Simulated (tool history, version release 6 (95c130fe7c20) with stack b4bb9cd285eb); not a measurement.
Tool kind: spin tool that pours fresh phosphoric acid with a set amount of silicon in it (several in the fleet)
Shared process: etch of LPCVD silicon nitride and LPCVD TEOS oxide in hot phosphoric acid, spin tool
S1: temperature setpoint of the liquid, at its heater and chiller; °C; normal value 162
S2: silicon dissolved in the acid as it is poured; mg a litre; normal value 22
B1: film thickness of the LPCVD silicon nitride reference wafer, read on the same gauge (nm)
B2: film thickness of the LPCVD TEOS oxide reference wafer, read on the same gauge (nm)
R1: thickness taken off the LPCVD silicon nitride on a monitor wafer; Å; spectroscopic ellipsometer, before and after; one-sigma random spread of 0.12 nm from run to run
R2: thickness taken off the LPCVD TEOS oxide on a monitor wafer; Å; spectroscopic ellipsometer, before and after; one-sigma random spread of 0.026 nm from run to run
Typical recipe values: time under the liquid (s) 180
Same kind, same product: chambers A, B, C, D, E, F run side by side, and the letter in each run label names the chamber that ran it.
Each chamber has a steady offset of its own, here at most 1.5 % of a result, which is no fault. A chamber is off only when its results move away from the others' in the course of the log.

{"run": "1E", "hour": 8.3, "S1": 162, "S2": 22, "time under the liquid (s)": 180, "B1": 30.003, "B2": 129.98, "R1": 166.37, "R2": 7.5109}
{"run": "2B", "hour": 14.8, "S1": 162, "S2": 22, "time under the liquid (s)": 180, "B1": 29.997, "B2": 130.02, "R1": 164.87, "R2": 6.8696}
{"run": "3D", "hour": 21.3, "S1": 162, "S2": 22, "time under the liquid (s)": 180, "B1": 29.985, "B2": 129.99, "R1": 165.2, "R2": 7.4677}
{"run": "4C", "hour": 27.2, "S1": 162, "S2": 22, "time under the liquid (s)": 180, "B1": 30.042, "B2": 129.97, "R1": 165.19, "R2": 7.3632}
{"run": "5A", "hour": 34.1, "S1": 162, "S2": 22, "time under the liquid (s)": 180, "B1": 29.968, "B2": 130.01, "R1": 163.33, "R2": 7.5748}
{"run": "6F", "hour": 42.4, "S1": 162, "S2": 22, "time under the liquid (s)": 180, "B1": 29.986, "B2": 130, "R1": 163.53, "R2": 7.1255}
{"run": "7B", "hour": 47.6, "S1": 160, "S2": 22, "time under the liquid (s)": 90, "B1": 30.023, "B2": 130.01, "R1": 78.11, "R2": 3.1181}
{"run": "8D", "hour": 51.8, "S1": 160, "S2": 22, "time under the liquid (s)": 90, "B1": 29.961, "B2": 129.99, "R1": 76.073, "R2": 3.1186}
{"run": "9E", "hour": 60.8, "S1": 160, "S2": 22, "time under the liquid (s)": 90, "B1": 29.969, "B2": 130, "R1": 76.994, "R2": 2.948}
{"run": "10A", "hour": 65.6, "S1": 160, "S2": 22, "time under the liquid (s)": 90, "B1": 30.018, "B2": 130, "R1": 76.335, "R2": 3.1207}
{"run": "11C", "hour": 69.8, "S1": 160, "S2": 22, "time under the liquid (s)": 90, "B1": 30.038, "B2": 130.03, "R1": 77.138, "R2": 3.2473}
{"run": "12F", "hour": 77.5, "S1": 160, "S2": 22, "time under the liquid (s)": 90, "B1": 30.008, "B2": 129.99, "R1": 76.168, "R2": 3.0503}
{"run": "13C", "hour": 84.7, "S1": 162, "S2": 22, "time under the liquid (s)": 180, "B1": 30, "B2": 130.01, "R1": 163.55, "R2": 7.3226}
{"run": "14A", "hour": 93.4, "S1": 162, "S2": 7, "time under the liquid (s)": 245, "B1": 30.016, "B2": 130.01, "R1": 224.75, "R2": 14.453}
{"run": "15F", "hour": 102.2, "S1": 162, "S2": 7, "time under the liquid (s)": 245, "B1": 30.012, "B2": 130.02, "R1": 223.31, "R2": 13.47}
{"run": "16B", "hour": 108.4, "S1": 162, "S2": 7, "time under the liquid (s)": 245, "B1": 30.024, "B2": 130, "R1": 225.71, "R2": 14.537}
{"run": "17E", "hour": 117.1, "S1": 162, "S2": 7, "time under the liquid (s)": 245, "B1": 29.992, "B2": 129.98, "R1": 222.04, "R2": 13.54}
{"run": "18D", "hour": 121.4, "S1": 162, "S2": 7, "time under the liquid (s)": 245, "B1": 29.946, "B2": 130, "R1": 223.27, "R2": 13.777}
{"run": "19B", "hour": 130.4, "S1": 162, "S2": 7, "time under the liquid (s)": 245, "B1": 30, "B2": 130, "R1": 225.2, "R2": 14.443}
{"run": "20A", "hour": 136.4, "S1": 162, "S2": 22, "time under the liquid (s)": 180, "B1": 29.949, "B2": 130.02, "R1": 165.28, "R2": 7.1904}
{"run": "21D", "hour": 145.2, "S1": 162, "S2": 22, "time under the liquid (s)": 180, "B1": 30.015, "B2": 129.98, "R1": 164.55, "R2": 6.8521}
{"run": "22C", "hour": 150.1, "S1": 162, "S2": 22, "time under the liquid (s)": 180, "B1": 29.961, "B2": 130.01, "R1": 164.85, "R2": 7.3307}
{"run": "23F", "hour": 155.0, "S1": 162, "S2": 22, "time under the liquid (s)": 180, "B1": 29.979, "B2": 130, "R1": 163.48, "R2": 7.1943}
{"run": "24E", "hour": 162.3, "S1": 162, "S2": 22, "time under the liquid (s)": 180, "B1": 29.998, "B2": 130.05, "R1": 156.85, "R2": 6.7027}
{"run": "25E", "hour": 166.3, "S1": 162, "S2": 22, "time under the liquid (s)": 180, "B1": 29.935, "B2": 130, "R1": 155.55, "R2": 6.1589}
{"run": "26B", "hour": 172.8, "S1": 162, "S2": 22, "time under the liquid (s)": 180, "B1": 29.982, "B2": 130.03, "R1": 162.82, "R2": 7.2545}
{"run": "27D", "hour": 177.2, "S1": 162, "S2": 22, "time under the liquid (s)": 180, "B1": 30.014, "B2": 130.02, "R1": 163.06, "R2": 7.4623}
{"run": "28A", "hour": 186.0, "S1": 162, "S2": 22, "time under the liquid (s)": 180, "B1": 29.958, "B2": 130.01, "R1": 163.29, "R2": 7.0574}
{"run": "29F", "hour": 193.6, "S1": 162, "S2": 22, "time under the liquid (s)": 180, "B1": 29.978, "B2": 129.99, "R1": 161.07, "R2": 7.0359}
{"run": "30C", "hour": 198.7, "S1": 162, "S2": 22, "time under the liquid (s)": 250, "B1": 29.995, "B2": 130.02, "R1": 232.16, "R2": 10.281}
{"run": "31E", "hour": 204.9, "S1": 162, "S2": 22, "time under the liquid (s)": 250, "B1": 29.976, "B2": 130.01, "R1": 216.27, "R2": 8.797}
{"run": "32C", "hour": 213.3, "S1": 162, "S2": 22, "time under the liquid (s)": 250, "B1": 29.966, "B2": 130.01, "R1": 230.85, "R2": 9.8463}
{"run": "33B", "hour": 220.4, "S1": 162, "S2": 22, "time under the liquid (s)": 250, "B1": 29.969, "B2": 129.99, "R1": 227.27, "R2": 9.7704}
{"run": "34F", "hour": 227.6, "S1": 162, "S2": 22, "time under the liquid (s)": 250, "B1": 30.014, "B2": 129.99, "R1": 227.52, "R2": 9.3287}
{"run": "35A", "hour": 234.2, "S1": 162, "S2": 22, "time under the liquid (s)": 250, "B1": 29.999, "B2": 130, "R1": 227.38, "R2": 9.8473}
{"run": "36D", "hour": 241.2, "S1": 162, "S2": 22, "time under the liquid (s)": 180, "B1": 30.006, "B2": 130, "R1": 165.04, "R2": 7.2679}

All chambers now run identical settings, listed one chamber a line with results as question marks. What results will each chamber show?
{"run": "37A", "hour": 247.9, "S1": 162, "S2": 22, "time under the liquid (s)": 180, "R1": "?", "R2": "?"}
{"run": "37B", "hour": 247.9, "S1": 162, "S2": 22, "time under the liquid (s)": 180, "R1": "?", "R2": "?"}
{"run": "37C", "hour": 247.9, "S1": 162, "S2": 22, "time under the liquid (s)": 180, "R1": "?", "R2": "?"}
{"run": "37D", "hour": 247.9, "S1": 162, "S2": 22, "time under the liquid (s)": 180, "R1": "?", "R2": "?"}
{"run": "37E", "hour": 247.9, "S1": 162, "S2": 22, "time under the liquid (s)": 180, "R1": "?", "R2": "?"}
{"run": "37F", "hour": 247.9, "S1": 162, "S2": 22, "time under the liquid (s)": 180, "R1": "?", "R2": "?"}

run=37A R1=163.41 R2=6.6652
run=37B R1=163.73 R2=7.6193
run=37C R1=165.66 R2=6.8302
run=37D R1=162.87 R2=6.9879
run=37E R1=150.05 R2=6.104
run=37F R1=161.1 R2=7.3363
